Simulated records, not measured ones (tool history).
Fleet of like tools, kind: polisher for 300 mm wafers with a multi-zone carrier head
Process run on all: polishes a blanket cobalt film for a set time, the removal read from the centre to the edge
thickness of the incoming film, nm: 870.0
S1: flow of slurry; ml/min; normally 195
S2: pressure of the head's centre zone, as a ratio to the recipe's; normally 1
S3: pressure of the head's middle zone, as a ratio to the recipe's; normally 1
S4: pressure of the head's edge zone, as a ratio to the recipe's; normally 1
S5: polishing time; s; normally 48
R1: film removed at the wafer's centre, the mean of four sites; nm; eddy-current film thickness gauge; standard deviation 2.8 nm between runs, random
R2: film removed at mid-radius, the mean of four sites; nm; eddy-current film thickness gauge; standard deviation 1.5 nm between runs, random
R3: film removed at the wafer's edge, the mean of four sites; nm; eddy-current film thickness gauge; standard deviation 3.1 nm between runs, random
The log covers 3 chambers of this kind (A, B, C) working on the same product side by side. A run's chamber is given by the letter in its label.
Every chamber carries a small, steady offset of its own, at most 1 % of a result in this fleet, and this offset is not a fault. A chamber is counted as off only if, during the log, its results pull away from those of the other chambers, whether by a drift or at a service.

Run 1B, hour 9.3: usual settings. Result: R1 222.48 nm, R2 220.78 nm, R3 222.9 nm.
Run 2A, hour 18.4: usual settings. Result: R1 220.97 nm, R2 219.59 nm, R3 217.32 nm.
Run 3C, hour 27.7: usual settings. Result: R1 221.8 nm, R2 223.02 nm, R3 223.51 nm.
Run 4B, hour 33.3: usual settings. Result: R1 217.05 nm, R2 223.47 nm, R3 221.85 nm.
Run 5A, hour 40.4: usual settings. Result: R1 223.38 nm, R2 217.02 nm, R3 221.98 nm.
Run 6C, hour 46.8: usual settings. Result: R1 217.99 nm, R2 222.73 nm, R3 221.84 nm.
Run 7C, hour 53.6: usual settings but S5 35 s. Result: R1 161.85 nm, R2 161.57 nm, R3 162.89 nm.
Run 8B, hour 60.5: usual settings but S5 35 s. Result: R1 158.08 nm, R2 162.45 nm, R3 163.47 nm.
Run 9A, hour 66.6: usual settings but S5 35 s. Result: R1 162.83 nm, R2 160.16 nm, R3 160.39 nm.
Run 10C, hour 76.4: usual settings but S3 0.91, S4 1.05. Result: R1 221.66 nm, R2 203.38 nm, R3 223.76 nm.
At hour 80.1: chamber B: slurry nozzle cleaned.
Run 11B, hour 81.9: usual settings but S3 0.91, S4 1.05. Result: R1 217.52 nm, R2 204.79 nm, R3 226.69 nm.
Run 12A, hour 87.1: usual settings but S3 0.91, S4 1.05. Result: R1 223.5 nm, R2 202.2 nm, R3 227.27 nm.
Run 13A, hour 92.9: usual settings. Result: R1 223.17 nm, R2 217.34 nm, R3 221.18 nm.
At hour 95.9: chamber A: worn pad replaced by a new one.
Run 14B, hour 101.3: usual settings. Result: R1 222.51 nm, R2 221.08 nm, R3 220.3 nm.
Run 15C, hour 109.6: usual settings. Result: R1 221.52 nm, R2 220.12 nm, R3 219.18 nm.
At hour 116: chamber B: worn pad replaced by a new one.
Run 16B, hour 117: usual settings. Result: R1 214.84 nm, R2 224.7 nm, R3 225.49 nm.
Run 17A, hour 122.9: usual settings. Result: R1 228.31 nm, R2 221.78 nm, R3 220.32 nm.
Run 18C, hour 127.9: usual settings. Result: R1 217.45 nm, R2 221.53 nm, R3 219.01 nm.
Run 19A, hour 137.5: usual settings. Result: R1 219.62 nm, R2 223.82 nm, R3 223.58 nm.
Run 20C, hour 143.9: usual settings. Result: R1 223.74 nm, R2 221.47 nm, R3 222.82 nm.
Run 21B, hour 151.1: usual settings. Result: R1 216.06 nm, R2 223.52 nm, R3 224.57 nm.
At hour 153.4: chamber C: worn pad replaced by a new one.
Run 22C, hour 155.5: usual settings. Result: R1 218.82 nm, R2 220.68 nm, R3 229.33 nm.
Run 23B, hour 161.6: usual settings. Result: R1 223.96 nm, R2 224.35 nm, R3 222.22 nm.
At hour 163.6: chamber A: centre zone pressure recalibrated.
Run 24A, hour 170.1: usual settings. Result: R1 224.61 nm, R2 220.02 nm, R3 220.86 nm.
Run 25B, hour 179.8: usual settings. Result: R1 221.23 nm, R2 224.42 nm, R3 225.09 nm.
Run 26A, hour 188.4: usual settings. Result: R1 224.19 nm, R2 221.83 nm, R3 214.32 nm.
Run 27C, hour 194.9: usual settings. Result: R1 222.83 nm, R2 219.63 nm, R3 222.42 nm.
Run 28C, hour 204: usual settings. Result: R1 222.47 nm, R2 221.24 nm, R3 225.02 nm.
Run 29B, hour 212.7: usual settings. Result: R1 224.84 nm, R2 219.99 nm, R3 220.4 nm.
Run 30A, hour 217.4: usual settings. Result: R1 220.29 nm, R2 220.09 nm, R3 224.09 nm.
Run 31B, hour 222.2: usual settings. Result: R1 221.61 nm, R2 220.65 nm, R3 223.78 nm.
Run 32C, hour 228: usual settings but S1 150 ml/min, S4 0.9. Result: R1 212.16 nm, R2 210.86 nm, R3 202.18 nm.
Run 33A, hour 236.3: usual settings but S1 150 ml/min, S4 0.9. Result: R1 214.28 nm, R2 211.53 nm, R3 204.17 nm.
Run 34B, hour 244.9: usual settings but S1 150 ml/min, S4 0.9. Result: R1 204.44 nm, R2 213.74 nm, R3 203.41 nm.
Run 35A, hour 249.5: usual settings. Result: R1 224.32 nm, R2 218.9 nm, R3 222.21 nm.
Run 36C, hour 255.6: usual settings but S2 1.11, S3 0.96. Result: R1 248.22 nm, R2 214.33 nm, R3 225.11 nm.
At hour 260.9: chamber B: slurry nozzle cleaned.
Run 37B, hour 262.2: usual settings but S2 1.11, S3 0.96. Result: R1 242.83 nm, R2 215.62 nm, R3 221.01 nm.

Predict what each chamber gives when all 3 of them run the settings below next.
Run 38A, hour 269.3: usual settings. Result: R1 ?, R2 ?, R3 ?.
Run 38B, hour 269.3: usual settings. Result: R1 ?, R2 ?, R3 ?.
Run 38C, hour 269.3: usual settings. Result: R1 ?, R2 ?, R3 ?.

run      R1      R2      R3
38A  227.09  220.62  224.94
38B  221.16  224.44  221.16
38C  217.01  225.67  212.49
